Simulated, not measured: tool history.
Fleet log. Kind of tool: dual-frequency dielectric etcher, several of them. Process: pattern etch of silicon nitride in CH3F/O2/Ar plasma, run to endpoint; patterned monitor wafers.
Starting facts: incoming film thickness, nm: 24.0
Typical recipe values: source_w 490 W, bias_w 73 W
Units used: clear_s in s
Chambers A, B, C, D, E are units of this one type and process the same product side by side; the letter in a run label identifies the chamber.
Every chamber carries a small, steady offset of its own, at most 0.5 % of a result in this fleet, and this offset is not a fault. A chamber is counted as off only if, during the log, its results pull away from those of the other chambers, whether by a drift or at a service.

run,day,source_w,bias_w,hours since the last wet clean,hours since the last source power generator calibration,hours since the last bias power generator calibration,clear_s
1D,0.100,490,73,87.6,3768.4,83.1,32.214
2A,0.254,490,73,329.1,1232.4,1358.3,31.992
3E,0.400,490,73,79.2,3753.9,1165.5,31.801
4B,0.525,490,73,95.2,1934.5,1907.5,32.108
5C,0.708,490,73,82.0,1700.3,3155.1,31.879
6A,0.854,530,90,343.5,1246.8,1372.7,28.926
7B,1.021,530,90,107.1,1946.4,1919.4,29.072
8C,1.154,530,90,92.7,1711.0,3165.8,28.652
9D,1.329,530,90,117.1,3797.9,112.6,28.822
# day 1.350: chamber C: bias power generator calibrated
10E,1.500,530,90,105.6,3780.3,1191.9,28.827
11C,1.629,490,73,104.1,1722.4,6.7,31.910
12A,1.767,490,73,365.4,1268.7,1394.6,31.931
13D,1.917,490,86,131.2,3812.0,126.7,30.347
14B,2.096,490,86,132.9,1972.2,1945.2,30.171
15E,2.192,490,86,122.2,3796.9,1208.5,29.968
16E,2.342,490,86,125.8,3800.5,1212.1,29.797
17A,2.454,490,86,381.9,1285.2,1411.1,30.189
18C,2.608,490,73,127.6,1745.9,30.2,31.749
19B,2.750,490,73,148.6,1987.9,1960.9,32.180
20D,2.917,490,73,155.2,3836.0,150.7,32.126
21A,3.033,490,73,395.8,1299.1,1425.0,31.869
22D,3.183,490,73,161.6,3842.4,157.1,32.055
23C,3.312,490,73,144.5,1762.8,47.1,31.995
24E,3.433,400,73,152.0,3826.7,1238.3,33.824
25B,3.596,400,73,168.9,2008.2,1981.2,34.671
26D,3.683,400,73,173.6,3854.4,169.1,34.655
27B,3.800,400,73,173.8,2013.1,1986.1,34.870
28E,3.896,400,73,163.1,3837.8,1249.4,33.402
29A,4.017,490,73,419.4,1322.7,1448.6,32.044
30C,4.121,490,73,163.9,1782.2,66.5,31.641
31B,4.246,570,61,184.5,2023.8,1996.8,32.300
32A,4.417,570,61,429.0,1332.3,1458.2,32.000

For the next run the whole fleet of 5 chambers uses the same settings. Give each chamber's results:
33A,4.546,490,73,,,,?
33B,4.546,490,73,,,,?
33C,4.546,490,73,,,,?
33D,4.546,490,73,,,,?
33E,4.546,490,73,,,,?

run,clear_s
33A,32.072
33B,32.328
33C,32.028
33D,32.027
33E,31.077
